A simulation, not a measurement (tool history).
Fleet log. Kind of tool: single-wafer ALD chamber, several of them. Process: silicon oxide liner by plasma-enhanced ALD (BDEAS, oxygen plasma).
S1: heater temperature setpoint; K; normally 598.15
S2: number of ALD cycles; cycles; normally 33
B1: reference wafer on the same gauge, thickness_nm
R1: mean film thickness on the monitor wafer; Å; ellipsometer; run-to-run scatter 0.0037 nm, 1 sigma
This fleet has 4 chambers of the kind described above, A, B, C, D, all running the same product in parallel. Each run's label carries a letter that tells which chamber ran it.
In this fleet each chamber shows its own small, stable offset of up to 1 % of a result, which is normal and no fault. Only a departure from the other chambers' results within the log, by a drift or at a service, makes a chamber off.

Run 1B, hour 5.9: usual settings; B1 3.0695. Result: R1 29.450 Å.
Run 2A, hour 17.2: usual settings; B1 3.0686. Result: R1 29.827 Å.
Run 3C, hour 24.5: usual settings; B1 3.0684. Result: R1 29.424 Å.
Run 4D, hour 33.2: usual settings; B1 3.0676. Result: R1 29.321 Å.
Run 5C, hour 42.2: usual settings; B1 3.0669. Result: R1 29.310 Å.
Run 6A, hour 49.8: usual settings; B1 3.0673. Result: R1 29.823 Å.
Run 7D, hour 56.4: usual settings but S1 605.15 K, S2 36 cycles; B1 3.0676. Result: R1 31.683 Å.
Run 8B, hour 66.7: usual settings but S1 605.15 K, S2 36 cycles; B1 3.0650. Result: R1 31.805 Å.
Run 9A, hour 72.0: usual settings but S1 605.15 K, S2 36 cycles; B1 3.0653. Result: R1 32.204 Å.
Run 10B, hour 79.8: usual settings but S1 605.15 K, S2 36 cycles; B1 3.0644. Result: R1 31.782 Å.
Run 11C, hour 88.5: usual settings; B1 3.0641. Result: R1 29.349 Å.
Run 12D, hour 98.6: usual settings; B1 3.0631. Result: R1 29.274 Å.
Run 13C, hour 107.5: usual settings; B1 3.0648. Result: R1 29.401 Å.
Run 14D, hour 114.7: usual settings; B1 3.0634. Result: R1 29.241 Å.
Run 15A, hour 126.2: usual settings; B1 3.0616. Result: R1 29.790 Å.
Run 16B, hour 136.8: usual settings; B1 3.0620. Result: R1 29.352 Å.
Run 17A, hour 143.8: usual settings; B1 3.0616. Result: R1 29.777 Å.
Run 18D, hour 155.1: usual settings but S2 30 cycles; B1 3.0604. Result: R1 26.606 Å.
Run 19C, hour 164.4: usual settings but S2 30 cycles; B1 3.0589. Result: R1 26.657 Å.
Run 20B, hour 171.5: usual settings but S2 30 cycles; B1 3.0590. Result: R1 26.675 Å.
Run 21B, hour 179.4: usual settings but S2 30 cycles; B1 3.0584. Result: R1 26.679 Å.
Run 22D, hour 190.0: usual settings; B1 3.0581. Result: R1 29.167 Å.
Run 23C, hour 199.8: usual settings; B1 3.0581. Result: R1 29.290 Å.
Run 24A, hour 208.1: usual settings; B1 3.0569. Result: R1 29.668 Å.
Run 25C, hour 213.2: usual settings; B1 3.0561. Result: R1 29.335 Å.
Run 26A, hour 220.8: usual settings; B1 3.0562. Result: R1 29.662 Å.
At hour 221.5: chamber B: thermocouple changed; heater temperature recalibrated.
Run 27D, hour 226.2: usual settings; B1 3.0553. Result: R1 29.201 Å.
Run 28B, hour 237.3: usual settings; B1 3.0550. Result: R1 29.417 Å.
Run 29C, hour 248.3: usual settings; B1 3.0546. Result: R1 29.239 Å.

Does one chamber stand apart from the rest, does the shared gauge drift, or is all well apart from small per-chamber offsets? Give the chamber and the most likely cause, where there is one.

The gauge drifts, so all chambers seem to drift together. No chamber is off.
Most likely cause: gauge reads low (%) = 0.52.
